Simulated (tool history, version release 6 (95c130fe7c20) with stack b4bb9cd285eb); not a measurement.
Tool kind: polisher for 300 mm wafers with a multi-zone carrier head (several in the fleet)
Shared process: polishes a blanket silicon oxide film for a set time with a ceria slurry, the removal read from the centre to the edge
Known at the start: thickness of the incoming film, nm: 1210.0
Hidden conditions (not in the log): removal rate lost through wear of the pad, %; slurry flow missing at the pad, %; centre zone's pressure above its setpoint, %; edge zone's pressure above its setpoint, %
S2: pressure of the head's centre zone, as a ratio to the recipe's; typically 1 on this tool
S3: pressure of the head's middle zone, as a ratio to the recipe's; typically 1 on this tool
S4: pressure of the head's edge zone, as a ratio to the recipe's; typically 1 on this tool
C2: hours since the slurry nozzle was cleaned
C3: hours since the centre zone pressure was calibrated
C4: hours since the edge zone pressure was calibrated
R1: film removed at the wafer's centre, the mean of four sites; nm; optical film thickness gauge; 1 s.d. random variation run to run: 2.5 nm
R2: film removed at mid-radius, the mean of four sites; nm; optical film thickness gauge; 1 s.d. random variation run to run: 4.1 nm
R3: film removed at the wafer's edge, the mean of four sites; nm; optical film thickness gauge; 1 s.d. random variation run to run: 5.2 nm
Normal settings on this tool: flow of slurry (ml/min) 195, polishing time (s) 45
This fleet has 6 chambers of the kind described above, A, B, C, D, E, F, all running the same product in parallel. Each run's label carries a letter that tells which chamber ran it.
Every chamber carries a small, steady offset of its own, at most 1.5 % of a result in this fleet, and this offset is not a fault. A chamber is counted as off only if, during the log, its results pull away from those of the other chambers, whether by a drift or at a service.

Run 1B, hour 6.5: usual settings; wafers polished on this pad 1215; C2 470.8; C3 339.1; C4 246.3. Result: R1 360.05 nm, R2 359.67 nm, R3 355.91 nm.
At hour 12: chamber F: worn pad replaced by a new one.
Run 2A, hour 13.9: usual settings; wafers polished on this pad 1631; C2 838.5; C3 582.6; C4 895.9. Result: R1 356.57 nm, R2 347.87 nm, R3 345.26 nm.
At hour 14.4: chamber A: worn pad replaced by a new one.
At hour 18.1: chamber B: worn pad replaced by a new one.
Run 3F, hour 20.1: usual settings; wafers polished on this pad 97; C2 299.9; C3 308.8; C4 51.1. Result: R1 362.03 nm, R2 356.01 nm, R3 349.79 nm.
Run 4E, hour 29.3: usual settings; wafers polished on this pad 541; C2 163.9; C3 227.2; C4 427. Result: R1 358.9 nm, R2 361.83 nm, R3 356.98 nm.
Run 5D, hour 37.4: usual settings; wafers polished on this pad 1137; C2 181.3; C3 416.5; C4 155.9. Result: R1 358.2 nm, R2 352.67 nm, R3 353.59 nm.
At hour 38.7: chamber C: worn pad replaced by a new one.
Run 6C, hour 46.2: usual settings but S4 1.04, polishing time (s) 33; wafers polished on this pad 90; C2 133.4; C3 402.1; C4 1252.2. Result: R1 263.42 nm, R2 259.79 nm, R3 281.21 nm.
Run 7A, hour 55.5: usual settings but S4 1.04, polishing time (s) 33; wafers polished on this pad 490; C2 880.1; C3 624.2; C4 937.5. Result: R1 260.78 nm, R2 258.39 nm, R3 266.63 nm.
Run 8D, hour 62.6: usual settings but S4 1.04, polishing time (s) 33; wafers polished on this pad 1437; C2 206.5; C3 441.7; C4 181.1. Result: R1 263.11 nm, R2 261.63 nm, R3 267.46 nm.
At hour 66.8: chamber A: edge zone pressure recalibrated.
At hour 69.9: chamber D: worn pad replaced by a new one.
Run 9B, hour 70.5: usual settings but S4 1.04, polishing time (s) 33; wafers polished on this pad 624; C2 534.8; C3 403.1; C4 310.3. Result: R1 264.26 nm, R2 259.92 nm, R3 268.8 nm.
At hour 73.2: chamber E: worn pad replaced by a new one.
Run 10E, hour 78.1: usual settings but S4 1.04, polishing time (s) 33; wafers polished on this pad 58; C2 212.7; C3 276; C4 475.8. Result: R1 260.98 nm, R2 261.23 nm, R3 262.67 nm.
At hour 83.2: chamber F: worn pad replaced by a new one.
Run 11F, hour 85.2: usual settings but S4 1.04, polishing time (s) 33; wafers polished on this pad 24; C2 365; C3 373.9; C4 116.2. Result: R1 264.78 nm, R2 266.01 nm, R3 265.34 nm.
Run 12C, hour 91.5: usual settings; wafers polished on this pad 629; C2 178.7; C3 447.4; C4 1297.5. Result: R1 355.97 nm, R2 354.5 nm, R3 371.51 nm.
At hour 94.5: chamber C: worn pad replaced by a new one.
Run 13C, hour 96.8: usual settings; wafers polished on this pad 27; C2 184; C3 452.7; C4 1302.8. Result: R1 356.04 nm, R2 357.51 nm, R3 368.91 nm.
At hour 98.1: chamber A: slurry nozzle cleaned.
Run 14D, hour 101.9: usual settings; wafers polished on this pad 381; C2 245.8; C3 481; C4 220.4. Result: R1 355.73 nm, R2 352.04 nm, R3 357.66 nm.
Run 15F, hour 110: usual settings; wafers polished on this pad 320; C2 389.8; C3 398.7; C4 141. Result: R1 361.1 nm, R2 360.34 nm, R3 360.99 nm.
Run 16A, hour 116.9: usual settings; wafers polished on this pad 1222; C2 18.9; C3 685.6; C4 50.2. Result: R1 354.21 nm, R2 356.61 nm, R3 353.72 nm.
At hour 120.1: chamber B: worn pad replaced by a new one.
Run 17B, hour 124.9: usual settings; wafers polished on this pad 57; C2 589.2; C3 457.5; C4 364.7. Result: R1 362.07 nm, R2 365.66 nm, R3 356.96 nm.
At hour 125.5: chamber B: slurry nozzle cleaned.
Run 18E, hour 133.6: usual settings but flow of slurry (ml/min) 130; wafers polished on this pad 719; C2 268.2; C3 331.5; C4 531.3. Result: R1 326.07 nm, R2 333.19 nm, R3 328.91 nm.
Run 19C, hour 139.2: usual settings but flow of slurry (ml/min) 130; wafers polished on this pad 533; C2 226.4; C3 495.1; C4 1345.2. Result: R1 327.98 nm, R2 332.28 nm, R3 346.46 nm.
Run 20D, hour 143.3: usual settings but flow of slurry (ml/min) 130; wafers polished on this pad 875; C2 287.2; C3 522.4; C4 261.8. Result: R1 328.44 nm, R2 330.5 nm, R3 331.41 nm.
Run 21B, hour 148.4: usual settings but flow of slurry (ml/min) 130; wafers polished on this pad 337; C2 22.9; C3 481; C4 388.2. Result: R1 331.97 nm, R2 333.8 nm, R3 343.21 nm.
At hour 151.9: chamber C: worn pad replaced by a new one.
At hour 154.2: chamber C: edge zone pressure recalibrated.
At hour 155.5: chamber A: worn pad replaced by a new one.
At hour 156.5: chamber E: worn pad replaced by a new one.
Run 22A, hour 157: usual settings but flow of slurry (ml/min) 130; wafers polished on this pad 18; C2 59; C3 725.7; C4 90.3. Result: R1 326.11 nm, R2 331.17 nm, R3 339.78 nm.
At hour 157.2: chamber F: worn pad replaced by a new one.
Run 23F, hour 162: usual settings but flow of slurry (ml/min) 130; wafers polished on this pad 57; C2 441.8; C3 450.7; C4 193. Result: R1 330.67 nm, R2 335.07 nm, R3 335.51 nm.
Run 24E, hour 170.1: usual settings but S2 0.95, S4 1.11; wafers polished on this pad 163; C2 304.7; C3 368; C4 567.8. Result: R1 335.22 nm, R2 361.63 nm, R3 369.32 nm.
Run 25E, hour 174.6: usual settings but S2 0.95, S4 1.11; wafers polished on this pad 216; C2 309.2; C3 372.5; C4 572.3. Result: R1 335.77 nm, R2 358.33 nm, R3 368.98 nm.
Run 26B, hour 179.3: usual settings but S2 0.95, S4 1.11; wafers polished on this pad 705; C2 53.8; C3 511.9; C4 419.1. Result: R1 344.97 nm, R2 349.93 nm, R3 367.53 nm.
At hour 183.4: chamber D: worn pad replaced by a new one.
Run 27A, hour 186.9: usual settings but S2 0.95, S4 1.11; wafers polished on this pad 375; C2 88.9; C3 755.6; C4 120.2. Result: R1 335.47 nm, R2 355.08 nm, R3 377.91 nm.
Run 28F, hour 192.3: usual settings but S2 0.95, S4 1.11; wafers polished on this pad 418; C2 472.1; C3 481; C4 223.3. Result: R1 339.38 nm, R2 364.26 nm, R3 387.48 nm.
At hour 192.6: chamber B: centre zone pressure recalibrated.
Run 29D, hour 196.5: usual settings but S2 0.95, S4 1.11; wafers polished on this pad 157; C2 340.4; C3 575.6; C4 315. Result: R1 336.08 nm, R2 359.43 nm, R3 380.91 nm.
At hour 196.9: chamber B: edge zone pressure recalibrated.
Run 30C, hour 201: usual settings; wafers polished on this pad 585; C2 288.2; C3 556.9; C4 46.9. Result: R1 353.7 nm, R2 354.51 nm, R3 357.67 nm.
At hour 202.3: chamber C: worn pad replaced by a new one.
Run 31C, hour 205.4: usual settings; wafers polished on this pad 37; C2 292.6; C3 561.3; C4 51.3. Result: R1 351.91 nm, R2 353.97 nm, R3 359.92 nm.
At hour 209: chamber E: slurry nozzle cleaned.
At hour 210.3: chamber D: centre zone pressure recalibrated.
Run 32A, hour 214.6: usual settings; wafers polished on this pad 705; C2 116.6; C3 783.3; C4 147.9. Result: R1 357.1 nm, R2 351.93 nm, R3 357.16 nm.
At hour 218.7: chamber B: worn pad replaced by a new one.
Run 33D, hour 221.4: usual settings but S2 0.93, S3 0.89; wafers polished on this pad 453; C2 365.3; C3 11.2; C4 339.9. Result: R1 329.34 nm, R2 317.42 nm, R3 351.04 nm.
Run 34E, hour 229.8: usual settings but S2 0.93, S3 0.89; wafers polished on this pad 874; C2 20.8; C3 427.7; C4 627.5. Result: R1 329 nm, R2 325.48 nm, R3 353.63 nm.
Run 35B, hour 238.5: usual settings but S2 0.93, S3 0.89; wafers polished on this pad 236; C2 113; C3 46; C4 41.7. Result: R1 330.31 nm, R2 318.42 nm, R3 356.33 nm.
At hour 246.3: chamber F: worn pad replaced by a new one.
Run 36F, hour 247.6: usual settings but S2 0.93, S3 0.89; wafers polished on this pad 16; C2 527.4; C3 536.3; C4 278.6. Result: R1 332.86 nm, R2 327.72 nm, R3 354.31 nm.
Run 37A, hour 252.4: usual settings but S2 0.93, S3 0.89; wafers polished on this pad 1155; C2 154.4; C3 821.1; C4 185.7. Result: R1 328.26 nm, R2 320.8 nm, R3 362.57 nm.
Run 38B, hour 259: usual settings but S2 0.93, S3 0.89; wafers polished on this pad 480; C2 133.5; C3 66.5; C4 62.2. Result: R1 334.07 nm, R2 326.46 nm, R3 356.32 nm.
At hour 259.5: chamber C: worn pad replaced by a new one.
At hour 259.9: chamber F: edge zone pressure recalibrated.
Run 39D, hour 266.1: usual settings; wafers polished on this pad 986; C2 410; C3 55.9; C4 384.6. Result: R1 357.5 nm, R2 358.09 nm, R3 348.17 nm.
At hour 271.5: chamber C: slurry nozzle cleaned.
Run 40F, hour 272.5: usual settings; wafers polished on this pad 313; C2 552.3; C3 561.2; C4 12.7. Result: R1 359.79 nm, R2 354.19 nm, R3 348.22 nm.
Run 41C, hour 276.9: usual settings; wafers polished on this pad 208; C2 5.4; C3 632.8; C4 122.8. Result: R1 354.1 nm, R2 359.52 nm, R3 355.99 nm.

One chamber off, gauge drift, or nothing amiss beyond the chambers' own small offsets? If it is a chamber, which one, and what is the likeliest cause?

No chamber is off and the gauge is stable; the differences are just each chamber's small, constant offset.
